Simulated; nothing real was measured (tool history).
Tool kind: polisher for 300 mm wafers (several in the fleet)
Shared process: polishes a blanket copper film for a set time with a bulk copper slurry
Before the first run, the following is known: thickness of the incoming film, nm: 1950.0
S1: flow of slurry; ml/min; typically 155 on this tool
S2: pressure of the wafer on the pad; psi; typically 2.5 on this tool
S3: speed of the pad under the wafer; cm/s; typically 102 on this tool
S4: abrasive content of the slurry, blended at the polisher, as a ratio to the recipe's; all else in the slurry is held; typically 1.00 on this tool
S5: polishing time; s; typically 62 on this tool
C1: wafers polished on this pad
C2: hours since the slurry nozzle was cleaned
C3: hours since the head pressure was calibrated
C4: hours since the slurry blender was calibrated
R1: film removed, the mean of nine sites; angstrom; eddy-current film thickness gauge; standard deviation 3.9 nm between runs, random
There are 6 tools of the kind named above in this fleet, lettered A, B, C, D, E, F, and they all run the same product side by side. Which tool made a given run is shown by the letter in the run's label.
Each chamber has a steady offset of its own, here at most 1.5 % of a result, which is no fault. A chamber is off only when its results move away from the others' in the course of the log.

run     day   S1   S2   S3    S4  S5    C1     C2      C3     C4      R1
      0.142  -- chamber B: worn pad replaced by a new one
 1A   0.333  155  2.5  102  1.00  62   254  137.8   248.0  144.9  5120.7
      0.692  -- chamber E: worn pad replaced by a new one
      0.808  -- chamber F: worn pad replaced by a new one
 2F   0.833  155  2.5  102  1.00  62     5  162.5    51.7  106.8  5150.4
      0.988  -- chamber D: worn pad replaced by a new one
 3D   1.208  155  2.5  102  1.00  62    45  559.0    45.2  172.7  5110.5
      1.575  -- chamber B: slurry nozzle cleaned
      1.612  -- chamber C: worn pad replaced by a new one
 4E   1.746  155  2.5  102  1.00  62   216  236.7   619.6   58.8  5158.8
 5C   2.042  155  2.5  102  1.00  62    88  210.2  1005.6  117.1  5161.0
      2.062  -- chamber C: slurry blender recalibrated
 6B   2.571  155  2.5  102  1.00  62   497   24.0   602.8  398.1  5165.1
      2.800  -- chamber F: slurry nozzle cleaned
 7B   2.854  155  2.5  102  1.00  62   555   30.8   609.6  404.9  5190.4
 8D   3.321  155  2.5  102  1.00  62   478  609.7    95.9  223.4  5159.5
 9F   3.875  155  2.5  102  1.00  62   628   25.8   124.7  179.8  5108.7
      4.092  -- chamber F: worn pad replaced by a new one
10C   4.183  155  2.5  102  1.00  62   526  261.6  1057.0   50.9  5197.7
11A   4.429  155  2.5  102  1.00  62  1092  236.1   346.3  243.2  5110.8
      4.458  -- chamber A: slurry blender recalibrated
      4.483  -- chamber C: worn pad replaced by a new one
      4.792  -- chamber E: head pressure recalibrated
12E   4.888  155  2.5  102  1.00  62   859  312.1     2.3  134.2  5133.5
      4.929  -- chamber B: worn pad replaced by a new one
      5.225  -- chamber A: worn pad replaced by a new one
13E   5.400  155  2.5  102  1.00  62   964  324.4    14.6  146.5  5142.6
14A   5.671  155  2.5  102  1.00  62    91  265.9   376.1   29.1  5120.1
15F   5.992  155  2.5  102  1.00  62   389   76.6   175.5  230.6  5139.7
      6.133  -- chamber C: slurry blender recalibrated
      6.367  -- chamber F: slurry blender recalibrated
16C   6.408  155  2.5  102  1.00  62   394  315.0  1110.4    6.7  5103.0
      6.462  -- chamber E: worn pad replaced by a new one
      6.662  -- chamber B: slurry blender recalibrated
17B   6.662  155  2.5  102  1.00  62   355  122.2   701.0    0.1  5221.4
18D   6.967  155  2.5  102  1.00  62  1224  697.2   183.4  310.9  5111.1
      7.138  -- chamber D: slurry blender recalibrated
19E   7.346  155  2.5  102  1.00  62   181  371.1    61.3  193.2  5150.5
      7.642  -- chamber C: worn pad replaced by a new one
20F   7.712  155  2.5  102  1.00  62   741  117.9   216.8   32.3  5144.1
      8.146  -- chamber D: worn pad replaced by a new one
21D   8.267  155  2.5  102  1.00  62    25  728.4   214.6   27.1  5149.6
      8.346  -- chamber F: worn pad replaced by a new one
22B   8.629  155  2.5  102  1.00  62   757  169.4   748.2   47.3  5201.7
23C   9.121  155  2.5  102  1.00  62   303  380.1  1175.5   71.8  5167.6
      9.517  -- chamber B: worn pad replaced by a new one
24A   9.533  155  2.5  102  1.00  62   881  358.6   468.8  121.8  5134.7
25B  10.008  155  2.5  102  1.15  62   101  202.5   781.3   80.4  5366.2
     10.179  -- chamber D: slurry nozzle cleaned
     10.450  -- chamber C: worn pad replaced by a new one
     10.479  -- chamber C: slurry blender recalibrated
26D  10.542  155  2.5  102  1.15  62   490    8.7   269.2   81.7  5255.6
     10.692  -- chamber A: worn pad replaced by a new one
27A  10.850  155  2.5  102  1.15  62    32  390.2   500.4  153.4  5337.5
28C  11.167  155  2.5  102  1.15  62   147  429.2  1224.6   16.5  5279.9
     11.450  -- chamber E: slurry blender recalibrated
     11.583  -- chamber F: slurry nozzle cleaned
29F  11.583  155  2.5  102  1.15  62   663    0.0   309.7  125.2  5314.6
30E  11.917  155  2.5  102  1.15  62  1116  480.8   171.0   11.2  5391.9
     12.233  -- chamber F: worn pad replaced by a new one
     12.454  -- chamber E: worn pad replaced by a new one
31E  12.475  155  2.5  102  1.00  62     4  494.2   184.4   24.6  5201.1
32D  13.029  155  2.5  102  1.00  62  1000   68.4   328.9  141.4  5184.0
33C  13.525  155  2.5  102  1.00  62   629  485.8  1281.2   73.1  5119.0
34F  14.029  155  2.9  122  1.00  62   368   58.7   368.4  183.9  7108.7
35B  14.383  155  2.9  122  1.00  62   996  307.5   886.3  185.4  7183.3
36A  14.904  155  2.9  122  1.00  62   862  487.5   597.7  250.7  7063.7

Has any chamber moved away from the others, gradually or after a service, or does the common gauge drift, or do the chambers differ only by their own small steady offsets? State the chamber and the most likely cause if one applies.

All chambers stay in line apart from their small fixed offsets, and the gauge does not drift.
